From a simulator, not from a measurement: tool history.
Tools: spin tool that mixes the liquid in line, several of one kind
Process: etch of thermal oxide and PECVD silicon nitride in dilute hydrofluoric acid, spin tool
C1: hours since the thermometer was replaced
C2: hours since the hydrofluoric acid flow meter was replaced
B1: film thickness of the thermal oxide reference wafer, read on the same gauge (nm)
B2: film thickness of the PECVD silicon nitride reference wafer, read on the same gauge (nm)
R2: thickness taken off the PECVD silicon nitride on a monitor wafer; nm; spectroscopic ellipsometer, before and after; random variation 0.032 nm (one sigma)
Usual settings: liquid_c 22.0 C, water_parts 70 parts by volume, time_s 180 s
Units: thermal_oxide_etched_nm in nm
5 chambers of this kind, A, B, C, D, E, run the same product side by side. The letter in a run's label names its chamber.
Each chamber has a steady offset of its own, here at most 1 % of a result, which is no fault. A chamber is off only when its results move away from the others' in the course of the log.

run 1C hour=9.3 | liquid_c=22.0 water_parts=70 time_s=180 | C1=1149.6 C2=1156.2 | B1=110.02 B2=59.990 | thermal_oxide_etched_nm=12.1680 R2=4.2984
run 2D hour=16.6 | liquid_c=22.0 water_parts=70 time_s=180 | C1=192.0 C2=290.7 | B1=110.02 B2=60.034 | thermal_oxide_etched_nm=12.3190 R2=4.2879
run 3A hour=25.3 | liquid_c=22.0 water_parts=70 time_s=180 | C1=1277.2 C2=540.9 | B1=109.99 B2=60.035 | thermal_oxide_etched_nm=12.3550 R2=4.3031
run 4E hour=31.4 | liquid_c=22.0 water_parts=70 time_s=180 | C1=1000.0 C2=1103.9 | B1=110.00 B2=60.047 | thermal_oxide_etched_nm=12.1610 R2=4.2824
run 5B hour=37.3 | liquid_c=22.0 water_parts=70 time_s=180 | C1=51.1 C2=1223.7 | B1=109.98 B2=59.984 | thermal_oxide_etched_nm=12.0840 R2=4.2961
run 6A hour=48.5 | liquid_c=22.0 water_parts=70 time_s=180 | C1=1300.4 C2=564.1 | B1=109.99 B2=60.046 | thermal_oxide_etched_nm=12.2140 R2=4.3088
run 7E hour=61.3 | liquid_c=22.0 water_parts=70 time_s=180 | C1=1029.9 C2=1133.8 | B1=110.03 B2=60.029 | thermal_oxide_etched_nm=12.2060 R2=4.2641
-- hour=67.1 chamber A: hydrofluoric acid flow meter replaced
run 8C hour=73.5 | liquid_c=22.0 water_parts=90 time_s=145 | C1=1213.8 C2=1220.4 | B1=110.04 B2=59.975 | thermal_oxide_etched_nm=7.3935 R2=2.6502
run 9D hour=84.9 | liquid_c=22.0 water_parts=90 time_s=145 | C1=260.3 C2=359.0 | B1=109.98 B2=60.002 | thermal_oxide_etched_nm=7.4905 R2=2.6751
run 10B hour=98.4 | liquid_c=22.0 water_parts=90 time_s=145 | C1=112.2 C2=1284.8 | B1=110.00 B2=59.972 | thermal_oxide_etched_nm=7.5118 R2=2.6959
-- hour=102.0 chamber C: thermometer replaced
run 11A hour=105.9 | liquid_c=22.0 water_parts=90 time_s=145 | C1=1357.8 C2=38.9 | B1=109.99 B2=59.992 | thermal_oxide_etched_nm=7.5006 R2=2.7161
run 12E hour=118.0 | liquid_c=22.0 water_parts=90 time_s=145 | C1=1086.6 C2=1190.5 | B1=109.98 B2=59.974 | thermal_oxide_etched_nm=7.4473 R2=2.6773
run 13D hour=128.7 | liquid_c=22.0 water_parts=70 time_s=180 | C1=304.1 C2=402.8 | B1=110.03 B2=60.003 | thermal_oxide_etched_nm=12.1480 R2=4.2299
run 14B hour=140.8 | liquid_c=22.0 water_parts=70 time_s=180 | C1=154.6 C2=1327.2 | B1=110.00 B2=59.973 | thermal_oxide_etched_nm=12.0890 R2=4.2212
run 15C hour=149.7 | liquid_c=22.0 water_parts=70 time_s=180 | C1=47.7 C2=1296.6 | B1=109.97 B2=59.987 | thermal_oxide_etched_nm=12.0890 R2=4.2245
run 16E hour=159.8 | liquid_c=22.0 water_parts=70 time_s=180 | C1=1128.4 C2=1232.3 | B1=110.00 B2=60.003 | thermal_oxide_etched_nm=12.1710 R2=4.2733
run 17D hour=172.4 | liquid_c=22.0 water_parts=70 time_s=180 | C1=347.8 C2=446.5 | B1=109.95 B2=60.020 | thermal_oxide_etched_nm=12.5150 R2=4.3223
run 18B hour=181.4 | liquid_c=22.0 water_parts=70 time_s=180 | C1=195.2 C2=1367.8 | B1=110.00 B2=60.025 | thermal_oxide_etched_nm=12.1010 R2=4.2660
run 19C hour=188.0 | liquid_c=22.0 water_parts=70 time_s=180 | C1=86.0 C2=1334.9 | B1=110.02 B2=60.002 | thermal_oxide_etched_nm=12.2600 R2=4.2409
run 20A hour=199.5 | liquid_c=24.5 water_parts=55 time_s=180 | C1=1451.4 C2=132.5 | B1=109.98 B2=60.030 | thermal_oxide_etched_nm=17.6940 R2=6.4554
run 21A hour=207.5 | liquid_c=24.5 water_parts=55 time_s=180 | C1=1459.4 C2=140.5 | B1=109.98 B2=60.039 | thermal_oxide_etched_nm=17.6940 R2=6.4102
-- hour=218.6 chamber B: hydrofluoric acid flow meter replaced
run 22B hour=219.4 | liquid_c=24.5 water_parts=55 time_s=180 | C1=233.2 C2=0.8 | B1=109.96 B2=59.974 | thermal_oxide_etched_nm=17.3860 R2=6.3664
run 23C hour=228.3 | liquid_c=24.5 water_parts=55 time_s=180 | C1=126.3 C2=1375.2 | B1=110.04 B2=59.995 | thermal_oxide_etched_nm=17.3280 R2=6.3489
run 24E hour=236.6 | liquid_c=24.5 water_parts=55 time_s=180 | C1=1205.2 C2=1309.1 | B1=110.01 B2=59.959 | thermal_oxide_etched_nm=17.5330 R2=6.4780
run 25D hour=245.3 | liquid_c=22.0 water_parts=70 time_s=180 | C1=420.7 C2=519.4 | B1=110.01 B2=60.020 | thermal_oxide_etched_nm=12.6950 R2=4.6133
run 26D hour=251.8 | liquid_c=22.0 water_parts=70 time_s=180 | C1=427.2 C2=525.9 | B1=110.00 B2=59.947 | thermal_oxide_etched_nm=12.8680 R2=4.6376
run 27B hour=257.8 | liquid_c=22.0 water_parts=70 time_s=180 | C1=271.6 C2=39.2 | B1=109.97 B2=59.984 | thermal_oxide_etched_nm=12.2230 R2=4.3002
-- hour=261.6 chamber A: thermometer replaced
run 28A hour=265.4 | liquid_c=22.0 water_parts=70 time_s=180 | C1=3.8 C2=198.4 | B1=109.98 B2=59.994 | thermal_oxide_etched_nm=12.2300 R2=4.2529
run 29E hour=274.4 | liquid_c=22.0 water_parts=70 time_s=180 | C1=1243.0 C2=1346.9 | B1=110.05 B2=59.978 | thermal_oxide_etched_nm=12.2280 R2=4.2614
run 30C hour=280.5 | liquid_c=22.0 water_parts=70 time_s=180 | C1=178.5 C2=1427.4 | B1=110.02 B2=59.980 | thermal_oxide_etched_nm=12.0890 R2=4.2751
run 31C hour=291.1 | liquid_c=22.0 water_parts=70 time_s=180 | C1=189.1 C2=1438.0 | B1=109.99 B2=60.008 | thermal_oxide_etched_nm=12.2160 R2=4.2616
run 32E hour=298.1 | liquid_c=22.0 water_parts=70 time_s=180 | C1=1266.7 C2=1370.6 | B1=110.01 B2=60.017 | thermal_oxide_etched_nm=12.2920 R2=4.3169
run 33A hour=306.6 | liquid_c=22.0 water_parts=70 time_s=180 | C1=45.0 C2=239.6 | B1=109.97 B2=59.995 | thermal_oxide_etched_nm=12.2220 R2=4.2781

What goes on in this fleet: one chamber off, a drifting gauge, or nothing beyond the chambers' own small offsets? Name the chamber and the cause, if any.

Chamber D drifts away from the others.
Cause: liquid hotter than its thermometer reads (K) = 2.04.

Here are 4 candidates for chamber D's next run, each the usual settings with a change, their results left as question marks. Which one brings its results back in line with what the others give on the usual settings?
In line means no further than this from the other chambers' mean on the usual settings: thermal_oxide_etched_nm 0.2700 nm; R2 0.1100 nm
run 34D-1 hour=316.4 | liquid_c=22.5 water_parts=70 time_s=180 | thermal_oxide_etched_nm=? R2=?
run 34D-2 hour=316.4 | liquid_c=21.5 water_parts=70 time_s=180 | thermal_oxide_etched_nm=? R2=?
run 34D-3 hour=316.4 | liquid_c=23.5 water_parts=70 time_s=185 | thermal_oxide_etched_nm=? R2=?
run 34D-4 hour=316.4 | liquid_c=20.5 water_parts=70 time_s=175 | thermal_oxide_etched_nm=? R2=?

The other chambers' mean on the usual settings: thermal_oxide_etched_nm 12.1760 nm; R2 4.2742 nm
run=34D-1 thermal_oxide_etched_nm=13.5180 R2=4.9984
run=34D-2 thermal_oxide_etched_nm=12.9810 R2=4.6755
run=34D-3 thermal_oxide_etched_nm=14.4620 R2=5.4892
run=34D-4 thermal_oxide_etched_nm=12.1160 R2=4.2498
34D-4 brings the chamber back in line.

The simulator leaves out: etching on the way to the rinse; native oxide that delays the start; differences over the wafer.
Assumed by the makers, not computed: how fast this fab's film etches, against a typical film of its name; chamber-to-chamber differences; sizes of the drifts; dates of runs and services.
